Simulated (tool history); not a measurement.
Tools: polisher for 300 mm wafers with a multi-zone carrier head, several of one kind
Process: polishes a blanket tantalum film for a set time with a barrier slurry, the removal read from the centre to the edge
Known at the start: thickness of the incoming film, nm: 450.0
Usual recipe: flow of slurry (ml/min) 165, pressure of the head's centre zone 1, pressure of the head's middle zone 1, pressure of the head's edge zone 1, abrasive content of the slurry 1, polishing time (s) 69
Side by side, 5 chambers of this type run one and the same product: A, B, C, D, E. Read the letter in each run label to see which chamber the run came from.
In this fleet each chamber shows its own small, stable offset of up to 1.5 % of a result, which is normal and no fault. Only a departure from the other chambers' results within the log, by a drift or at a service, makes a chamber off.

run   hour  flow of slurry (ml/min)  pressure of the head's centre zone  pressure of the head's middle zone  pressure of the head's edge zone  abrasive content of the slurry  polishing time (s)  film removed at the wafer's centre (nm)  film removed at mid-radius (nm)  film removed at the wafer's edge (nm)
 1C    4.6                      165                                   1                                   1                                 1                               1                  69                                   175.73                           179.17                                 182.52
 2A    8.3                      165                                   1                                   1                                 1                               1                  69                                   179.74                           179.95                                 182.73
 3D   11.3                      165                                   1                                   1                                 1                               1                  69                                   175.77                           181.16                                 181.44
      15.1  -- chamber C: worn pad replaced by a new one
 4E   15.5                      165                                   1                                   1                                 1                               1                  69                                   179.66                           180.33                                 181.46
 5B   18.7                      165                                   1                                   1                                 1                               1                  69                                   175.37                           179.41                                 183.79
 6D   23.5                      165                                   1                                   1                                 1                               1                  69                                    178.7                           181.69                                 179.52
 7A   26.7                      165                                   1                                   1                                 1                               1                  69                                   177.68                           180.42                                  181.4
      29.8  -- chamber B: centre zone pressure recalibrated
 8C   30.6                      110                                   1                                   1                              0.91                               1                  69                                    162.1                           163.32                                 160.01
 9B     35                      110                                   1                                   1                              0.91                               1                  69                                   158.75                           164.19                                 160.48
      35.9  -- chamber B: worn pad replaced by a new one
10E   38.8                      110                                   1                                   1                              0.91                               1                  69                                   161.62                           167.32                                 160.73
11D   41.3                      110                                   1                                   1                              0.91                               1                  69                                   159.29                           163.37                                 162.62
12A   46.2                      110                                   1                                   1                              0.91                               1                  69                                   163.71                           168.13                                  161.3
      48.2  -- chamber D: worn pad replaced by a new one
13C   48.6                      165                                   1                                   1                                 1                               1                  69                                   178.19                           179.14                                 180.55
14E   52.9                      165                                   1                                   1                                 1                               1                  69                                   179.65                           179.76                                 179.17
15B   55.4                      165                                   1                                   1                                 1                             0.9                  69                                   170.76                            174.2                                 172.95
16A   57.9                      165                                   1                                   1                                 1                             0.9                  69                                   175.19                           173.93                                 177.66
17B   63.4                      165                                   1                                   1                                 1                             0.9                  69                                   170.62                           174.19                                 174.47
18E   68.2                      165                                   1                                   1                                 1                             0.9                  69                                   172.82                           177.81                                 174.22
      68.5  -- chamber E: worn pad replaced by a new one
19C   72.5                      165                                   1                                   1                                 1                             0.9                  69                                   172.97                            174.7                                 172.22
20D   75.2                      165                                   1                                   1                              1.05                               1                  69                                   169.76                           174.92                                 181.43
21B   78.3                      165                                   1                                   1                              1.05                               1                  69                                   178.99                           177.58                                 183.02
22E   81.7                      165                                   1                                   1                              1.05                               1                  69                                    179.5                            179.3                                 179.49
      82.9  -- chamber C: worn pad replaced by a new one
23D   85.1                      165                                   1                                   1                              1.05                               1                  69                                   169.49                           177.22                                 180.63
24C   89.6                      165                                   1                                   1                              1.05                               1                  69                                   177.08                           175.59                                  184.4
25A   93.8                      165                                   1                                   1                                 1                               1                  69                                   178.22                           180.17                                 176.75
      96.4  -- chamber B: worn pad replaced by a new one
26A   97.8                      165                                   1                                   1                                 1                               1                  69                                   176.56                           179.92                                 181.16
27B  102.2                      165                                   1                                   1                                 1                               1                  69                                   179.65                           178.44                                 179.26
28E  104.9                      165                                0.95                                   1                                 1                               1                  69                                   169.94                           180.38                                 179.24
     108.2  -- chamber A: worn pad replaced by a new one
29D  109.3                      165                                0.95                                   1                                 1                               1                  69                                   156.69                           173.22                                 175.42
30C  114.7                      165                                0.95                                   1                                 1                               1                  69                                   167.94                           177.85                                 182.29
     117.6  -- chamber C: centre zone pressure recalibrated
     117.9  -- chamber D: worn pad replaced by a new one
31D  119.6                      165                                0.95                                   1                                 1                               1                  69                                   154.93                            172.3                                 173.54
32E  122.2                      165                                0.95                                   1                                 1                               1                  69                                   171.71                           180.51                                  178.6
33A  124.7                      165                                   1                                   1                                 1                               1                  69                                   179.14                           181.84                                 177.23
34B  129.7                      165                                   1                                   1                                 1                               1                  54                                   141.25                           140.19                                 141.27
35C  132.7                      165                                   1                                   1                                 1                               1                  54                                   142.24                           139.03                                 141.67

All 5 chambers run these settings next. Forecast each chamber's results:
36A  136.7                      165                                   1                                   1                                 1                               1                  57                                        ?                                ?                                      ?
36B  136.7                      165                                   1                                   1                                 1                               1                  57                                        ?                                ?                                      ?
36C  136.7                      165                                   1                                   1                                 1                               1                  57                                        ?                                ?                                      ?
36D  136.7                      165                                   1                                   1                                 1                               1                  57                                        ?                                ?                                      ?
36E  136.7                      165                                   1                                   1                                 1                               1                  57                                        ?                                ?                                      ?

run  film removed at the wafer's centre (nm)  film removed at mid-radius (nm)  film removed at the wafer's edge (nm)
36A                                   150.09                           149.45                                 150.78
36B                                   146.16                            148.9                                 148.63
36C                                   148.54                           149.79                                  145.9
36D                                      136                           137.79                                 141.45
36E                                   148.42                           148.23                                 148.24

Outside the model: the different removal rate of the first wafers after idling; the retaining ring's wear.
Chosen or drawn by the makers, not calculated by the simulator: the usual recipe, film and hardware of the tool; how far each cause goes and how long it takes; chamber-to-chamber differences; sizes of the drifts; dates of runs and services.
